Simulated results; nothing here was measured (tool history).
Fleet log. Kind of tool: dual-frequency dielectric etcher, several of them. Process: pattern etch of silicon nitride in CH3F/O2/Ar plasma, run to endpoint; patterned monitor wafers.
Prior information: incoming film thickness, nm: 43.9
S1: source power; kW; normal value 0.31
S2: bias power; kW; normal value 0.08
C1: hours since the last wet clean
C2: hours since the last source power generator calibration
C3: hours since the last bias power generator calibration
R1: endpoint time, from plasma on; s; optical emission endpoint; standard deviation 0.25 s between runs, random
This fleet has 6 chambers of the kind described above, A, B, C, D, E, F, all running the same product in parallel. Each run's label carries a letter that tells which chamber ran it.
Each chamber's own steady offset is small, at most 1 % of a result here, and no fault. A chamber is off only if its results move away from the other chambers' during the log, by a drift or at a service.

run	hour	S1	S2	C1	C2	C3	R1
1D	6.3	0.31	0.08	356.6	1151.4	2020.6	67.44
2F	12.9	0.31	0.08	193.1	1779	1408.6	66.982
# hour 14.5: chamber D: bias power generator calibrated
3E	19.6	0.31	0.08	107.5	2642.3	877.1	67.224
4C	25.8	0.31	0.08	99.9	2028.4	2305.4	66.929
5B	30.1	0.31	0.068	398.8	424.7	1596.1	71.261
6A	35.7	0.31	0.068	76.1	928.5	839.9	70.461
7A	40.2	0.31	0.068	80.6	933	844.4	70.563
8C	44.5	0.31	0.068	118.6	2047.1	2324.1	70.752
9B	50.5	0.31	0.068	419.2	445.1	1616.5	71.408
10E	56.5	0.31	0.068	144.4	2679.2	914	70.778
11D	61.1	0.31	0.08	411.4	1206.2	46.6	67.262
12F	65.6	0.31	0.08	245.8	1831.7	1461.3	67.214
13B	70.2	0.36	0.067	438.9	464.8	1636.2	67.498
14E	74.5	0.36	0.067	162.4	2697.2	932	67.872
15A	78.1	0.36	0.067	118.5	970.9	882.3	66.774
16C	81.3	0.36	0.067	155.4	2083.9	2360.9	67.075
17F	85	0.36	0.067	265.2	1851.1	1480.7	67.733
18D	90.2	0.36	0.067	440.5	1235.3	75.7	67.664
19E	95.9	0.31	0.08	183.8	2718.6	953.4	67.167
20B	100.7	0.31	0.08	469.4	495.3	1666.7	67.41
21F	107.1	0.31	0.08	287.3	1873.2	1502.8	66.64
22C	112.5	0.31	0.08	186.6	2115.1	2392.1	65.866
23A	115.5	0.31	0.08	155.9	1008.3	919.7	66.782
24D	121.8	0.31	0.08	472.1	1266.9	107.3	67.516
25E	125.1	0.28	0.08	213	2747.8	982.6	69.995
26A	128.9	0.28	0.08	169.3	1021.7	933.1	69.079
27D	132.8	0.28	0.08	483.1	1277.9	118.3	69.961
28C	136.1	0.28	0.08	210.2	2138.7	2415.7	68.199
29B	142.5	0.28	0.08	511.2	537.1	1708.5	70.088
30F	148.7	0.28	0.08	328.9	1914.8	1544.4	69.62
31D	152.5	0.31	0.08	502.8	1297.6	138	66.891
32C	158.9	0.31	0.08	233	2161.5	2438.5	65.432
33E	162.7	0.31	0.08	250.6	2785.4	1020.2	67.144
34F	165.9	0.31	0.08	346.1	1932	1561.6	67.616
35A	170.1	0.31	0.08	210.5	1062.9	974.3	66.757
36B	174.1	0.31	0.08	542.8	568.7	1740.1	67.623
37B	179.5	0.31	0.08	548.2	574.1	1745.5	67.034
38A	186.1	0.31	0.08	226.5	1078.9	990.3	67.01
39F	190.2	0.31	0.08	370.4	1956.3	1585.9	67.107
40D	194.1	0.27	0.091	544.4	1339.2	179.6	67.856
41C	198	0.27	0.091	272.1	2200.6	2477.6	64.778

One chamber off, gauge drift, or nothing amiss beyond the chambers' own small offsets? If it is a chamber, which one, and what is the likeliest cause?

One chamber, C, drifts off from the rest bit by bit.
Cause: etch rate over this chamber's usual, % = 3.4.

Below are 4 candidate recipes for chamber C's next run, each the usual settings with a change, their results shown as question marks. Which of them brings C's results back in line with what the other chambers give on the usual settings?
Maximum distance from the other chambers' mean on the usual settings for a result to count as in line: R1 0.87 s
42C-1	202.8	0.32	0.081				?
42C-2	202.8	0.3	0.079				?
42C-3	202.8	0.28	0.08				?
42C-4	202.8	0.31	0.088				?

The mean the other chambers reach with the usual settings: R1 67.172 s
run	R1
42C-1	63.631
42C-2	65.77
42C-3	67.167
42C-4	62.461
With 42C-3, the chamber falls back in line with the rest.
